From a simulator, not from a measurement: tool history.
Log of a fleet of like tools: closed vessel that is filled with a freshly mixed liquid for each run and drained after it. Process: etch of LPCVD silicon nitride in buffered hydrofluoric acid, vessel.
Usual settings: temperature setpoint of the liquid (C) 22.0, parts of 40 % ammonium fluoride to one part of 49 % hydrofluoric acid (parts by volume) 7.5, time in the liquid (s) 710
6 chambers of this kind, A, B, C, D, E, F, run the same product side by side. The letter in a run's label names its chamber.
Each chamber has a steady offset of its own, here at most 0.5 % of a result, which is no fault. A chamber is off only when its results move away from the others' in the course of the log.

run   hour  temperature setpoint of the liquid (C)  parts of 40 % ammonium fluoride to one part of 49 % hydrofluoric acid (parts by volume)  time in the liquid (s)  read-back film thickness of the LPCVD silicon nitride reference wafer, read on the same gauge (nm)  thickness taken off the LPCVD silicon nitride on a monitor wafer (Å)
 1A    2.2                                    22.0                                                                                      7.5                     710                                                                                              120.00                                                               105.900
 2B    5.8                                    22.0                                                                                      7.5                     710                                                                                              119.98                                                               107.960
 3F    8.7                                    22.0                                                                                      7.5                     710                                                                                              120.01                                                               107.090
 4C   11.8                                    22.0                                                                                      7.5                     710                                                                                              119.97                                                               107.100
 5E   14.4                                    22.0                                                                                      7.5                     710                                                                                              119.98                                                               106.890
 6D   17.6                                    22.0                                                                                      7.5                     710                                                                                              120.00                                                               108.040
 7E   21.8                                    22.0                                                                                      7.5                     710                                                                                              120.00                                                               107.560
 8B   24.3                                    22.0                                                                                      7.5                     710                                                                                              120.01                                                               107.340
 9F   26.9                                    22.0                                                                                      7.5                     710                                                                                              120.01                                                               106.420
10C   29.4                                    22.0                                                                                      7.5                     710                                                                                              120.01                                                               106.260
11D   33.8                                    22.0                                                                                      7.5                     710                                                                                              119.99                                                               106.260
12A   37.3                                    22.0                                                                                      7.5                     710                                                                                              119.98                                                               107.450
13C   41.8                                    22.0                                                                                      7.5                     710                                                                                              120.02                                                               106.490
14F   44.8                                    22.0                                                                                      7.5                     710                                                                                              120.00                                                               106.650
15E   48.7                                    22.0                                                                                      7.5                     710                                                                                              120.02                                                               106.690
16D   50.9                                    22.0                                                                                      7.5                     710                                                                                              120.00                                                               105.340
17B   55.0                                    22.0                                                                                      7.5                     710                                                                                              119.98                                                               108.540
18A   59.6                                    22.0                                                                                      7.5                     710                                                                                              120.00                                                               103.470
19A   64.3                                    22.0                                                                                      7.5                     710                                                                                              119.99                                                               103.600
20E   67.8                                    22.0                                                                                      7.5                     710                                                                                              119.99                                                               106.150
21F   71.6                                    22.0                                                                                      7.5                     710                                                                                              119.99                                                               107.510
22D   75.7                                    22.0                                                                                      7.5                     710                                                                                              120.01                                                               108.630
23C   78.1                                    19.5                                                                                      7.5                     710                                                                                              120.02                                                                92.258
      79.8  -- chamber C: hydrofluoric acid flow meter replaced
24B   80.6                                    19.5                                                                                      7.5                     710                                                                                              120.01                                                                94.129
25E   82.6                                    19.5                                                                                      7.5                     710                                                                                              119.98                                                                92.946
26A   86.9                                    19.5                                                                                      7.5                     710                                                                                              120.02                                                                89.643
27C   89.7                                    19.5                                                                                      7.5                     710                                                                                              120.01                                                                93.344
28F   94.2                                    19.5                                                                                      7.5                     710                                                                                              120.00                                                                92.452
29D   96.5                                    22.0                                                                                      7.5                     710                                                                                              119.99                                                               106.780
30B  100.7                                    22.0                                                                                      7.5                     710                                                                                              119.99                                                               109.110
31D  105.0                                    22.0                                                                                      7.5                     710                                                                                              119.99                                                               106.750
32A  109.6                                    22.0                                                                                      7.5                     710                                                                                              119.97                                                               100.500
33E  113.4                                    22.0                                                                                      7.5                     710                                                                                              119.98                                                               105.720
34B  117.0                                    22.0                                                                                     10.5                     710                                                                                              119.99                                                                79.593
35C  119.8                                    22.0                                                                                     10.5                     710                                                                                              120.01                                                                78.398
36F  121.8                                    22.0                                                                                     10.5                     710                                                                                              120.02                                                                79.033
37C  125.9                                    22.0                                                                                     10.5                     710                                                                                              120.01                                                                78.652
38E  130.3                                    22.0                                                                                     10.5                     710                                                                                              120.00                                                                78.616
39D  133.2                                    22.0                                                                                     10.5                     710                                                                                              120.00                                                                77.788

What goes on in this fleet: one chamber off, a drifting gauge, or nothing beyond the chambers' own small offsets? Name the chamber and the cause, if any.

Chamber A drifts away from the others.
Cause: hydrofluoric acid flow below the setpoint (%) = 7.55.
The log may not tell that from: liquid colder than its thermometer reads (K).

Here are 4 candidates for chamber A's next run, each the usual settings with a change, their results left as question marks. Which one brings its results back in line with what the others give on the usual settings?
In line means no further than this from the other chambers' mean on the usual settings: thickness taken off the LPCVD silicon nitride on a monitor wafer (Å) 3.000
40A-1  136.6                                    20.5                                                                                      7.5                     710                                                                                                                                                                         ?
40A-2  136.6                                    24.5                                                                                      7.5                     710                                                                                                                                                                         ?
40A-3  136.6                                    21.5                                                                                      7.5                     630                                                                                                                                                                         ?
40A-4  136.6                                    22.5                                                                                      7.5                     760                                                                                                                                                                         ?

The other chambers' mean on the usual settings: thickness taken off the LPCVD silicon nitride on a monitor wafer (Å) 107.140
  run  thickness taken off the LPCVD silicon nitride on a monitor wafer (Å)
40A-1                                                                90.417
40A-2                                                               112.490
40A-3                                                                84.767
40A-4                                                               108.060
40A-4 brings the chamber back in line.
